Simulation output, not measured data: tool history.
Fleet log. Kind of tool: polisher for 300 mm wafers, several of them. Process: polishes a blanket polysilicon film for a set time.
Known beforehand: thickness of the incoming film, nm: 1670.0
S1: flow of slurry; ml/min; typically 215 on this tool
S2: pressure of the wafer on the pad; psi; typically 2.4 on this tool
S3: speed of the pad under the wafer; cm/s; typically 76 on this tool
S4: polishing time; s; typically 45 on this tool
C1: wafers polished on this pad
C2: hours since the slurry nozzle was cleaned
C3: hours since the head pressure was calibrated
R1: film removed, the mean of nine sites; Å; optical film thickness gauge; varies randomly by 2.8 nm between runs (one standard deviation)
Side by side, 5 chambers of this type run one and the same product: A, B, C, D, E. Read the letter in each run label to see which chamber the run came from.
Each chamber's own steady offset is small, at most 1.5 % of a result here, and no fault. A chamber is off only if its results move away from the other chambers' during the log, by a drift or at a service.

Run 1D, hour 3.4: usual settings; C1 802; C2 42.3; C3 598.4. Result: R1 2141.5 Å.
Run 2C, hour 7.4: usual settings; C1 441; C2 169.7; C3 392.8. Result: R1 2137.4 Å.
Run 3E, hour 9.3: usual settings; C1 470; C2 239.5; C3 1080.3. Result: R1 2162.8 Å.
Run 4A, hour 13.2: usual settings; C1 209; C2 151.6; C3 13.7. Result: R1 2172.1 Å.
Run 5B, hour 15.8: usual settings; C1 444; C2 208.1; C3 87.9. Result: R1 2162.8 Å.
Run 6E, hour 18.2: usual settings; C1 565; C2 248.4; C3 1089.2. Result: R1 2144 Å.
Run 7A, hour 22.4: usual settings; C1 307; C2 160.8; C3 22.9. Result: R1 2165.1 Å.
Run 8B, hour 24.6: usual settings; C1 537; C2 216.9; C3 96.7. Result: R1 2127.1 Å.
Run 9C, hour 28.8: usual settings; C1 668; C2 191.1; C3 414.2. Result: R1 2122.6 Å.
Run 10D, hour 30.7: usual settings; C1 1092; C2 69.6; C3 625.7. Result: R1 2134.8 Å.
At hour 31.3: chamber E: worn pad replaced by a new one.
Run 11E, hour 34.8: usual settings but S4 52 s; C1 37; C2 265; C3 1105.8. Result: R1 2485.2 Å.
Run 12A, hour 37.8: usual settings but S4 52 s; C1 470; C2 176.2; C3 38.3. Result: R1 2505.4 Å.
At hour 40.5: chamber D: worn pad replaced by a new one.
Run 13B, hour 40.7: usual settings but S4 52 s; C1 708; C2 233; C3 112.8. Result: R1 2422.5 Å.
Run 14D, hour 44.3: usual settings but S4 52 s; C1 40; C2 83.2; C3 639.3. Result: R1 2515.1 Å.
Run 15C, hour 47.7: usual settings but S4 52 s; C1 869; C2 210; C3 433.1. Result: R1 2465.5 Å.
Run 16D, hour 50.2: usual settings but S2 2 psi, S3 94 cm/s; C1 103; C2 89.1; C3 645.2. Result: R1 2164.2 Å.
Run 17A, hour 52.8: usual settings but S2 2 psi, S3 94 cm/s; C1 629; C2 191.2; C3 53.3. Result: R1 2222.4 Å.
Run 18C, hour 55.3: usual settings but S2 2 psi, S3 94 cm/s; C1 950; C2 217.6; C3 440.7. Result: R1 2155.3 Å.
At hour 56.4: chamber B: worn pad replaced by a new one.
Run 19E, hour 58: usual settings but S2 2 psi, S3 94 cm/s; C1 283; C2 288.2; C3 1129. Result: R1 2216.8 Å.
At hour 61.5: chamber A: worn pad replaced by a new one.
Run 20B, hour 61.9: usual settings but S2 2 psi, S3 94 cm/s; C1 58; C2 254.2; C3 134. Result: R1 2232 Å.
At hour 65.3: chamber A: slurry nozzle cleaned.
Run 21B, hour 65.9: usual settings; C1 101; C2 258.2; C3 138. Result: R1 2089.7 Å.
Run 22C, hour 69.4: usual settings; C1 1100; C2 231.7; C3 454.8. Result: R1 2000.4 Å.
Run 23A, hour 72.4: usual settings; C1 115; C2 7.2; C3 72.9. Result: R1 2173.4 Å.
Run 24E, hour 75: usual settings; C1 464; C2 305.2; C3 1146. Result: R1 2153 Å.
At hour 77.5: chamber B: slurry nozzle cleaned.
Run 25D, hour 78.6: usual settings; C1 404; C2 117.5; C3 673.6. Result: R1 2126.8 Å.
Run 26A, hour 80.9: usual settings; C1 206; C2 15.7; C3 81.4. Result: R1 2182.5 Å.
Run 27E, hour 84: usual settings; C1 559; C2 314.2; C3 1155. Result: R1 2147 Å.
Run 28B, hour 86.8: usual settings; C1 323; C2 9.4; C3 158.9. Result: R1 2192.6 Å.
Run 29C, hour 89.1: usual settings; C1 1309; C2 251.4; C3 474.5. Result: R1 1978.1 Å.
Run 30D, hour 91.6: usual settings but S1 240 ml/min; C1 542; C2 130.5; C3 686.6. Result: R1 2161.7 Å.
At hour 93.4: chamber E: worn pad replaced by a new one.
Run 31A, hour 93.7: usual settings but S1 240 ml/min; C1 341; C2 28.5; C3 94.2. Result: R1 2238.8 Å.
Run 32E, hour 96: usual settings but S1 240 ml/min; C1 28; C2 326.2; C3 1167. Result: R1 2172.1 Å.
Run 33D, hour 99.3: usual settings but S1 240 ml/min; C1 624; C2 138.2; C3 694.3. Result: R1 2166.7 Å.
Run 34C, hour 102.5: usual settings but S1 240 ml/min; C1 1451; C2 264.8; C3 487.9. Result: R1 1995.5 Å.
Run 35B, hour 106.5: usual settings but S1 245 ml/min; C1 532; C2 29.1; C3 178.6. Result: R1 2218.1 Å.
Run 36A, hour 108.5: usual settings but S1 245 ml/min; C1 499; C2 43.3; C3 109. Result: R1 2257.8 Å.

The same settings go to every chamber for the next run, one line per chamber below. Forecast the results for each:
Run 37A, hour 111.7: usual settings but S2 3.1 psi. Result: R1 ?.
Run 37B, hour 111.7: usual settings but S2 3.1 psi. Result: R1 ?.
Run 37C, hour 111.7: usual settings but S2 3.1 psi. Result: R1 ?.
Run 37D, hour 111.7: usual settings but S2 3.1 psi. Result: R1 ?.
Run 37E, hour 111.7: usual settings but S2 3.1 psi. Result: R1 ?.

run      R1
37A  2833.5
37B  2832.3
37C  2564.3
37D  2765.6
37E  2763.9
